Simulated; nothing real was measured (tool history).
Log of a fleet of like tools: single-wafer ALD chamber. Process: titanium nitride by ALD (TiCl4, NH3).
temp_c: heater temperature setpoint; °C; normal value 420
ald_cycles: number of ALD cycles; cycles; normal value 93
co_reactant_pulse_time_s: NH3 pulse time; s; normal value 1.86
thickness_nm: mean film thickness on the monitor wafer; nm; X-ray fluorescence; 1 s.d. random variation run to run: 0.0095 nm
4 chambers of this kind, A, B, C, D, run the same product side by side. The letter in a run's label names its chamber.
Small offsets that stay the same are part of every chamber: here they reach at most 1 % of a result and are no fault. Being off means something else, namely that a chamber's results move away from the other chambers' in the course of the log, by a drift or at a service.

run	hour	temp_c	ald_cycles	co_reactant_pulse_time_s	read-back reference wafer on the same gauge, thickness_nm	thickness_nm
1B	7	420	93	1.86	2.2397	2.0755
2C	12.8	420	93	1.86	2.2393	2.0497
3D	19.9	420	93	1.86	2.2387	2.0509
4A	26.2	420	93	1.86	2.241	2.0977
5B	30.5	420	93	1.86	2.2395	2.0648
6C	36.1	420	93	1.86	2.2374	2.0501
7D	41.2	420	93	1.86	2.2429	2.0539
8A	47.1	420	93	1.86	2.2397	2.0805
9C	53.5	420	93	1.86	2.2435	2.0545
10B	61.8	420	93	1.86	2.2391	2.0732
11A	71.2	420	93	1.86	2.24	2.0821
12D	75.7	420	102	1.53	2.239	2.2497
13B	84	420	102	1.53	2.2411	2.2522
14C	92.7	420	102	1.53	2.2384	2.2394
15A	97.2	420	102	1.53	2.2384	2.2728
16D	105.4	420	93	1.86	2.2381	2.0679
17A	113.6	420	93	1.86	2.2367	2.076
18B	118.3	420	93	1.86	2.2397	2.0573
19C	125.5	425	85	1.86	2.2423	1.8806
20D	130.8	425	85	1.86	2.2407	1.8913
21B	138.5	425	85	1.86	2.2383	1.8991
22A	146.4	425	85	1.86	2.2383	1.9108
23D	155.7	420	79	2.48	2.2403	1.7466
24C	164.3	420	79	2.48	2.2417	1.762
25D	173.5	420	79	2.48	2.2372	1.7521
26A	182.3	420	79	2.48	2.2376	1.786
27C	187.3	410	108	1.86	2.2416	2.398
28B	193.9	410	108	1.86	2.2391	2.3885

Next, every chamber runs the same settings. What will each give?
29A	200.9	420	93	1.86		?
29B	200.9	420	93	1.86		?
29C	200.9	420	93	1.86		?
29D	200.9	420	93	1.86		?

run	thickness_nm
29A	2.069
29B	2.074
29C	2.051
29D	2.0486
